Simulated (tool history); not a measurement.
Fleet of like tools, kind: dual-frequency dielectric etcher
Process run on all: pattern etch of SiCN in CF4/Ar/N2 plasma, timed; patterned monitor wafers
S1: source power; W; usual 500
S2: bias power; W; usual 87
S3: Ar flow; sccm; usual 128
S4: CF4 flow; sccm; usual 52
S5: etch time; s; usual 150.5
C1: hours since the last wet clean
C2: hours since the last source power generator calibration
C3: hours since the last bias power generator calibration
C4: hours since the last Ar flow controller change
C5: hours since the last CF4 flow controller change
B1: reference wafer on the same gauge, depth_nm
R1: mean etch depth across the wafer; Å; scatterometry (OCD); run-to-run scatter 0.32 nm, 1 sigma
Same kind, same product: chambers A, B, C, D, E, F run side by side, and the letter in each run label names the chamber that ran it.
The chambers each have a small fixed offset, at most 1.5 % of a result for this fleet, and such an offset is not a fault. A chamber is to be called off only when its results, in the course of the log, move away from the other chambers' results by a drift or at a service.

run 1B hour=5.1 | S1=500 S2=87 S3=128 S4=52 S5=150.5 | C1=162.8 C2=1380.1 C3=730.2 C4=400.1 C5=1386.5 | B1=158.08 | R1=1405.3
run 2D hour=10.7 | S1=500 S2=87 S3=128 S4=52 S5=150.5 | C1=288.7 C2=790.5 C3=1593.5 C4=1830.4 C5=164.5 | B1=157.98 | R1=1407.9
run 3F hour=15.2 | S1=500 S2=87 S3=128 S4=52 S5=150.5 | C1=130.1 C2=2511.3 C3=391.1 C4=3855.3 C5=428.5 | B1=158.04 | R1=1418.1
run 4E hour=19.0 | S1=500 S2=87 S3=128 S4=52 S5=150.5 | C1=492.7 C2=296.7 C3=1632.6 C4=1477.8 C5=2103.8 | B1=158.00 | R1=1389.4
run 5C hour=23.9 | S1=500 S2=87 S3=128 S4=52 S5=150.5 | C1=422.1 C2=1168.4 C3=535.6 C4=2030.9 C5=336.3 | B1=158.01 | R1=1392.7
run 6A hour=27.9 | S1=500 S2=87 S3=128 S4=52 S5=150.5 | C1=125.0 C2=2304.3 C3=2400.9 C4=2063.7 C5=1338.1 | B1=157.98 | R1=1391.9
run 7B hour=34.6 | S1=500 S2=87 S3=128 S4=52 S5=135.0 | C1=192.3 C2=1409.6 C3=759.7 C4=429.6 C5=1416.0 | B1=158.09 | R1=1261.9
run 8C hour=41.4 | S1=500 S2=87 S3=128 S4=52 S5=135.0 | C1=439.6 C2=1185.9 C3=553.1 C4=2048.4 C5=353.8 | B1=158.14 | R1=1251.7
-- hour=41.5 chamber E: bias power generator calibrated
-- hour=44.3 chamber E: wet clean of the chamber
run 9E hour=46.5 | S1=500 S2=87 S3=128 S4=52 S5=135.0 | C1=2.3 C2=324.2 C3=5.1 C4=1505.3 C5=2131.3 | B1=157.96 | R1=1248.4
run 10A hour=50.5 | S1=500 S2=87 S3=128 S4=52 S5=135.0 | C1=147.6 C2=2326.9 C3=2423.5 C4=2086.3 C5=1360.7 | B1=157.95 | R1=1248.6
run 11D hour=57.5 | S1=500 S2=87 S3=128 S4=52 S5=135.0 | C1=335.5 C2=837.3 C3=1640.3 C4=1877.2 C5=211.3 | B1=157.98 | R1=1254.4
run 12F hour=63.2 | S1=500 S2=87 S3=128 S4=52 S5=135.0 | C1=178.1 C2=2559.3 C3=439.1 C4=3903.3 C5=476.5 | B1=157.90 | R1=1279.1
-- hour=63.5 chamber C: wet clean of the chamber
run 13A hour=66.6 | S1=500 S2=87 S3=128 S4=52 S5=150.5 | C1=163.7 C2=2343.0 C3=2439.6 C4=2102.4 C5=1376.8 | B1=157.95 | R1=1394.6
run 14D hour=71.4 | S1=500 S2=87 S3=128 S4=52 S5=150.5 | C1=349.4 C2=851.2 C3=1654.2 C4=1891.1 C5=225.2 | B1=158.08 | R1=1402.8
run 15C hour=78.3 | S1=500 S2=87 S3=128 S4=52 S5=150.5 | C1=14.8 C2=1222.8 C3=590.0 C4=2085.3 C5=390.7 | B1=157.99 | R1=1395.0
run 16F hour=83.2 | S1=500 S2=87 S3=128 S4=52 S5=150.5 | C1=198.1 C2=2579.3 C3=459.1 C4=3923.3 C5=496.5 | B1=157.98 | R1=1417.4
run 17B hour=88.4 | S1=500 S2=87 S3=128 S4=52 S5=150.5 | C1=246.1 C2=1463.4 C3=813.5 C4=483.4 C5=1469.8 | B1=158.00 | R1=1401.1
run 18E hour=91.9 | S1=500 S2=87 S3=128 S4=61 S5=108.5 | C1=47.7 C2=369.6 C3=50.5 C4=1550.7 C5=2176.7 | B1=157.90 | R1=1023.7
run 19D hour=96.5 | S1=500 S2=87 S3=128 S4=61 S5=108.5 | C1=374.5 C2=876.3 C3=1679.3 C4=1916.2 C5=250.3 | B1=158.03 | R1=1036.5
run 20F hour=100.7 | S1=500 S2=87 S3=128 S4=61 S5=108.5 | C1=215.6 C2=2596.8 C3=476.6 C4=3940.8 C5=514.0 | B1=158.02 | R1=1045.0
run 21E hour=104.2 | S1=500 S2=87 S3=128 S4=61 S5=108.5 | C1=60.0 C2=381.9 C3=62.8 C4=1563.0 C5=2189.0 | B1=157.96 | R1=1021.3
run 22C hour=107.6 | S1=500 S2=87 S3=128 S4=61 S5=108.5 | C1=44.1 C2=1252.1 C3=619.3 C4=2114.6 C5=420.0 | B1=157.99 | R1=1030.2
run 23B hour=114.6 | S1=500 S2=87 S3=128 S4=61 S5=108.5 | C1=272.3 C2=1489.6 C3=839.7 C4=509.6 C5=1496.0 | B1=158.06 | R1=1032.9
run 24A hour=120.4 | S1=500 S2=87 S3=128 S4=52 S5=150.5 | C1=217.5 C2=2396.8 C3=2493.4 C4=2156.2 C5=1430.6 | B1=158.00 | R1=1390.8
run 25E hour=125.2 | S1=500 S2=87 S3=128 S4=52 S5=150.5 | C1=81.0 C2=402.9 C3=83.8 C4=1584.0 C5=2210.0 | B1=158.00 | R1=1388.7
-- hour=126.8 chamber D: wet clean of the chamber
run 26A hour=128.9 | S1=500 S2=87 S3=128 S4=52 S5=150.5 | C1=226.0 C2=2405.3 C3=2501.9 C4=2164.7 C5=1439.1 | B1=157.98 | R1=1393.6
run 27F hour=132.7 | S1=500 S2=87 S3=128 S4=52 S5=150.5 | C1=247.6 C2=2628.8 C3=508.6 C4=3972.8 C5=546.0 | B1=157.98 | R1=1415.0
run 28C hour=139.3 | S1=620 S2=87 S3=128 S4=42 S5=150.5 | C1=75.8 C2=1283.8 C3=651.0 C4=2146.3 C5=451.7 | B1=158.06 | R1=1610.4
run 29D hour=143.5 | S1=620 S2=87 S3=128 S4=42 S5=150.5 | C1=16.8 C2=923.3 C3=1726.3 C4=1963.2 C5=297.3 | B1=157.89 | R1=1665.2
run 30B hour=149.2 | S1=620 S2=87 S3=128 S4=42 S5=150.5 | C1=306.9 C2=1524.2 C3=874.3 C4=544.2 C5=1530.6 | B1=157.99 | R1=1630.0
run 31E hour=156.2 | S1=620 S2=87 S3=128 S4=42 S5=150.5 | C1=112.0 C2=433.9 C3=114.8 C4=1615.0 C5=2241.0 | B1=158.05 | R1=1615.9
run 32D hour=161.2 | S1=620 S2=87 S3=128 S4=42 S5=150.5 | C1=34.5 C2=941.0 C3=1744.0 C4=1980.9 C5=315.0 | B1=157.98 | R1=1675.6
run 33A hour=168.0 | S1=620 S2=87 S3=128 S4=42 S5=150.5 | C1=265.1 C2=2444.4 C3=2541.0 C4=2203.8 C5=1478.2 | B1=158.00 | R1=1625.2
run 34C hour=172.2 | S1=400 S2=87 S3=128 S4=52 S5=150.5 | C1=108.7 C2=1316.7 C3=683.9 C4=2179.2 C5=484.6 | B1=157.96 | R1=1157.0
run 35B hour=178.9 | S1=400 S2=87 S3=128 S4=52 S5=150.5 | C1=336.6 C2=1553.9 C3=904.0 C4=573.9 C5=1560.3 | B1=158.10 | R1=1153.6
run 36F hour=185.1 | S1=400 S2=87 S3=128 S4=52 S5=150.5 | C1=300.0 C2=2681.2 C3=561.0 C4=4025.2 C5=598.4 | B1=157.99 | R1=1169.4
run 37D hour=192.2 | S1=400 S2=87 S3=128 S4=52 S5=150.5 | C1=65.5 C2=972.0 C3=1775.0 C4=2011.9 C5=346.0 | B1=158.00 | R1=1187.9
run 38C hour=196.7 | S1=400 S2=87 S3=128 S4=52 S5=150.5 | C1=133.2 C2=1341.2 C3=708.4 C4=2203.7 C5=509.1 | B1=157.94 | R1=1152.0
-- hour=198.6 chamber E: Ar flow controller replaced
run 39E hour=202.2 | S1=400 S2=87 S3=128 S4=52 S5=150.5 | C1=158.0 C2=479.9 C3=160.8 C4=3.6 C5=2287.0 | B1=157.94 | R1=1139.6

Each of the 6 chambers runs these same settings next. Fill in every chamber's results:
run 40A hour=207.4 | S1=500 S2=87 S3=128 S4=52 S5=150.5 | R1=?
run 40B hour=207.4 | S1=500 S2=87 S3=128 S4=52 S5=150.5 | R1=?
run 40C hour=207.4 | S1=500 S2=87 S3=128 S4=52 S5=150.5 | R1=?
run 40D hour=207.4 | S1=500 S2=87 S3=128 S4=52 S5=150.5 | R1=?
run 40E hour=207.4 | S1=500 S2=87 S3=128 S4=52 S5=150.5 | R1=?
run 40F hour=207.4 | S1=500 S2=87 S3=128 S4=52 S5=150.5 | R1=?

run=40A R1=1390.4
run=40B R1=1396.3
run=40C R1=1390.4
run=40D R1=1440.5
run=40E R1=1386.6
run=40F R1=1417.1
